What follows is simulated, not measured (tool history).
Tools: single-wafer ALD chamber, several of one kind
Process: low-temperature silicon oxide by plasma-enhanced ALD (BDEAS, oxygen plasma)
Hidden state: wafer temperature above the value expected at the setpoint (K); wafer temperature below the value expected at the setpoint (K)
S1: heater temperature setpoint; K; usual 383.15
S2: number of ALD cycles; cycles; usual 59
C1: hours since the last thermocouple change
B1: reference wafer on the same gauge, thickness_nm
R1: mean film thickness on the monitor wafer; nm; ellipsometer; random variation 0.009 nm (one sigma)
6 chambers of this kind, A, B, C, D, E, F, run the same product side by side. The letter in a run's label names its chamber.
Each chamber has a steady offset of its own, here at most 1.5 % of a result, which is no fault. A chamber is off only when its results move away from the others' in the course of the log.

run 1C day=0.388 | S1=383.15 S2=59 | C1=1536.9 | B1=7.4987 | R1=8.28
run 2B day=0.925 | S1=383.15 S2=59 | C1=422.9 | B1=7.5012 | R1=8.2677
run 3D day=1.283 | S1=383.15 S2=59 | C1=2085.5 | B1=7.4985 | R1=8.3715
run 4E day=1.871 | S1=383.15 S2=59 | C1=145.1 | B1=7.4975 | R1=8.167
run 5A day=2.212 | S1=383.15 S2=59 | C1=286 | B1=7.4954 | R1=8.2986
run 6F day=2.717 | S1=383.15 S2=59 | C1=1311.3 | B1=7.4952 | R1=8.3134
run 7B day=3.217 | S1=383.15 S2=59 | C1=477.9 | B1=7.493 | R1=8.2699
run 8E day=3.796 | S1=383.15 S2=59 | C1=191.3 | B1=7.4932 | R1=8.1895
run 9C day=4.346 | S1=383.15 S2=59 | C1=1631.9 | B1=7.4925 | R1=8.2867
run 10D day=4.854 | S1=373.15 S2=67 | C1=2171.2 | B1=7.4932 | R1=9.6713
run 11F day=5.333 | S1=373.15 S2=67 | C1=1374.1 | B1=7.4915 | R1=9.6058
run 12A day=5.767 | S1=373.15 S2=67 | C1=371.3 | B1=7.4902 | R1=9.566
run 13B day=6.058 | S1=373.15 S2=67 | C1=546.1 | B1=7.489 | R1=9.5623
run 14C day=6.667 | S1=373.15 S2=67 | C1=1687.6 | B1=7.4887 | R1=9.5764
run 15D day=7.071 | S1=373.15 S2=67 | C1=2224.4 | B1=7.4882 | R1=9.6726
run 16A day=7.517 | S1=383.15 S2=59 | C1=413.3 | B1=7.4861 | R1=8.2999
run 17F day=7.958 | S1=383.15 S2=59 | C1=1437.1 | B1=7.4858 | R1=8.2941
run 18E day=8.275 | S1=383.15 S2=59 | C1=298.8 | B1=7.4839 | R1=8.1682
run 19B day=8.638 | S1=383.15 S2=59 | C1=608 | B1=7.4842 | R1=8.2539
run 20E day=9.125 | S1=383.15 S2=59 | C1=319.2 | B1=7.4829 | R1=8.1709
-- day=9.446 chamber F: thermocouple changed; heater temperature recalibrated
run 21C day=9.683 | S1=383.15 S2=59 | C1=1760 | B1=7.4821 | R1=8.2538
run 22A day=10.242 | S1=383.15 S2=59 | C1=478.7 | B1=7.4832 | R1=8.2763
run 23F day=10.579 | S1=383.15 S2=59 | C1=27.2 | B1=7.4806 | R1=8.3
run 24D day=10.925 | S1=383.15 S2=59 | C1=2316.9 | B1=7.4831 | R1=8.3427
run 25D day=11.333 | S1=383.15 S2=59 | C1=2326.7 | B1=7.4815 | R1=8.3589
run 26E day=11.833 | S1=383.15 S2=59 | C1=384.2 | B1=7.4797 | R1=8.1533
run 27C day=12.121 | S1=383.15 S2=59 | C1=1818.5 | B1=7.4796 | R1=8.2454
run 28A day=12.633 | S1=374.15 S2=59 | C1=536.1 | B1=7.4812 | R1=8.4188
run 29F day=13.146 | S1=374.15 S2=59 | C1=88.8 | B1=7.4763 | R1=8.4265
run 30B day=13.467 | S1=374.15 S2=59 | C1=723.9 | B1=7.4748 | R1=8.4135
run 31B day=13.817 | S1=374.15 S2=59 | C1=732.3 | B1=7.4775 | R1=8.4073
run 32C day=14.258 | S1=374.15 S2=59 | C1=1869.8 | B1=7.4751 | R1=8.3938
run 33E day=14.817 | S1=374.15 S2=59 | C1=455.8 | B1=7.4747 | R1=8.3009
run 34F day=15.325 | S1=374.15 S2=59 | C1=141.1 | B1=7.473 | R1=8.4164
run 35A day=15.862 | S1=374.15 S2=59 | C1=613.6 | B1=7.4719 | R1=8.3998
run 36D day=16.438 | S1=374.15 S2=59 | C1=2449.2 | B1=7.4712 | R1=8.4704
run 37B day=16.892 | S1=374.15 S2=59 | C1=806.1 | B1=7.4713 | R1=8.3791
run 38C day=17.3 | S1=374.15 S2=59 | C1=1942.8 | B1=7.4715 | R1=8.3712
run 39F day=17.725 | S1=374.15 S2=59 | C1=198.7 | B1=7.4698 | R1=8.4166
run 40D day=18.25 | S1=383.15 S2=59 | C1=2492.7 | B1=7.4675 | R1=8.3093
run 41E day=18.858 | S1=383.15 S2=59 | C1=552.8 | B1=7.467 | R1=8.1498
run 42A day=19.225 | S1=383.15 S2=59 | C1=694.3 | B1=7.4673 | R1=8.2609

Next, every chamber runs the same settings. What will each give?
run 43A day=19.675 | S1=383.15 S2=59 | R1=?
run 43B day=19.675 | S1=383.15 S2=59 | R1=?
run 43C day=19.675 | S1=383.15 S2=59 | R1=?
run 43D day=19.675 | S1=383.15 S2=59 | R1=?
run 43E day=19.675 | S1=383.15 S2=59 | R1=?
run 43F day=19.675 | S1=383.15 S2=59 | R1=?

run=43A R1=8.2671
run=43B R1=8.2489
run=43C R1=8.2362
run=43D R1=8.3277
run=43E R1=8.1412
run=43F R1=8.2696
